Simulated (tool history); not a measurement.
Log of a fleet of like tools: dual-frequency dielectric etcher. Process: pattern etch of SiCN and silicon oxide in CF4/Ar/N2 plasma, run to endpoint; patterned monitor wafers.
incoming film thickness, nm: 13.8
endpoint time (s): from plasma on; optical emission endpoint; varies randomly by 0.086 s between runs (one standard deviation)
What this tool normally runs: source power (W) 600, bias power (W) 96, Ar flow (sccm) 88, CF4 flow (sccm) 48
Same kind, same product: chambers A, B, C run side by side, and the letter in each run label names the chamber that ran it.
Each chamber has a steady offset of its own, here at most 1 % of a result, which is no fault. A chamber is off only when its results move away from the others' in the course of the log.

Run 1C, hour 4.1: usual settings. Result: endpoint time (s) 11.613.
Run 2A, hour 10.2: usual settings. Result: endpoint time (s) 11.802.
Run 3B, hour 15.5: usual settings. Result: endpoint time (s) 11.571.
Run 4A, hour 21.5: usual settings. Result: endpoint time (s) 11.535.
Run 5C, hour 25.8: usual settings. Result: endpoint time (s) 11.676.
Run 6B, hour 31.9: usual settings. Result: endpoint time (s) 11.696.
Run 7A, hour 38.3: usual settings. Result: endpoint time (s) 11.595.
Run 8C, hour 42.7: usual settings. Result: endpoint time (s) 11.656.
Run 9B, hour 47.7: usual settings. Result: endpoint time (s) 11.851.
Run 10C, hour 53.1: usual settings. Result: endpoint time (s) 11.719.
Run 11A, hour 58.2: usual settings. Result: endpoint time (s) 11.438.
Run 12B, hour 63.0: usual settings. Result: endpoint time (s) 11.858.
Run 13B, hour 69.5: usual settings. Result: endpoint time (s) 11.614.
At hour 71.9: chamber B: wet clean of the chamber.
Run 14C, hour 73.9: usual settings. Result: endpoint time (s) 11.501.
Run 15A, hour 78.8: usual settings. Result: endpoint time (s) 11.734.
At hour 79.2: chamber A: wet clean of the chamber.
Run 16C, hour 81.7: usual settings. Result: endpoint time (s) 11.703.
Run 17A, hour 85.4: usual settings. Result: endpoint time (s) 11.600.
Run 18B, hour 91.2: usual settings. Result: endpoint time (s) 11.571.
Run 19A, hour 97.7: usual settings but bias power (W) 87, CF4 flow (sccm) 53. Result: endpoint time (s) 11.969.
Run 20B, hour 103.5: usual settings but bias power (W) 87, CF4 flow (sccm) 53. Result: endpoint time (s) 11.940.
Run 21C, hour 110.0: usual settings but bias power (W) 87, CF4 flow (sccm) 53. Result: endpoint time (s) 11.943.
Run 22B, hour 113.2: usual settings. Result: endpoint time (s) 11.816.
Run 23C, hour 116.1: usual settings. Result: endpoint time (s) 11.666.
Run 24A, hour 119.6: usual settings. Result: endpoint time (s) 11.764.
Run 25C, hour 125.0: usual settings but source power (W) 650. Result: endpoint time (s) 10.887.
Run 26A, hour 129.7: usual settings but source power (W) 650. Result: endpoint time (s) 10.904.
Run 27B, hour 132.9: usual settings but source power (W) 650. Result: endpoint time (s) 10.964.
Run 28C, hour 138.5: usual settings. Result: endpoint time (s) 11.751.
Run 29B, hour 142.3: usual settings. Result: endpoint time (s) 11.770.
Run 30A, hour 145.7: usual settings but CF4 flow (sccm) 52. Result: endpoint time (s) 11.745.
Run 31C, hour 150.1: usual settings but CF4 flow (sccm) 52. Result: endpoint time (s) 11.519.
Run 32B, hour 154.0: usual settings but CF4 flow (sccm) 52. Result: endpoint time (s) 11.538.
Run 33A, hour 157.2: usual settings but source power (W) 680. Result: endpoint time (s) 10.723.
Run 34B, hour 160.5: usual settings but source power (W) 680. Result: endpoint time (s) 10.472.
Run 35C, hour 163.4: usual settings but source power (W) 680. Result: endpoint time (s) 10.428.
Run 36A, hour 169.8: usual settings. Result: endpoint time (s) 11.937.
Run 37A, hour 175.4: usual settings. Result: endpoint time (s) 12.099.
Run 38B, hour 181.7: usual settings but source power (W) 740, Ar flow (sccm) 109. Result: endpoint time (s) 10.145.
Run 39C, hour 187.5: usual settings but source power (W) 740, Ar flow (sccm) 109. Result: endpoint time (s) 10.056.
Run 40A, hour 192.2: usual settings but source power (W) 740, Ar flow (sccm) 109. Result: endpoint time (s) 10.258.
Run 41B, hour 195.4: usual settings but source power (W) 670, Ar flow (sccm) 109. Result: endpoint time (s) 11.049.
Run 42C, hour 199.0: usual settings but source power (W) 670, Ar flow (sccm) 109. Result: endpoint time (s) 10.948.
Run 43C, hour 205.5: usual settings but source power (W) 670, Ar flow (sccm) 109. Result: endpoint time (s) 10.830.
Run 44B, hour 210.3: usual settings. Result: endpoint time (s) 11.624.

Next, every chamber runs the same settings. What will each give?
Run 45A, hour 215.0: usual settings but Ar flow (sccm) 108. Result: endpoint time (s) ?.
Run 45B, hour 215.0: usual settings but Ar flow (sccm) 108. Result: endpoint time (s) ?.
Run 45C, hour 215.0: usual settings but Ar flow (sccm) 108. Result: endpoint time (s) ?.

run  endpoint time (s)
45A             12.653
45B             12.121
45C             11.976

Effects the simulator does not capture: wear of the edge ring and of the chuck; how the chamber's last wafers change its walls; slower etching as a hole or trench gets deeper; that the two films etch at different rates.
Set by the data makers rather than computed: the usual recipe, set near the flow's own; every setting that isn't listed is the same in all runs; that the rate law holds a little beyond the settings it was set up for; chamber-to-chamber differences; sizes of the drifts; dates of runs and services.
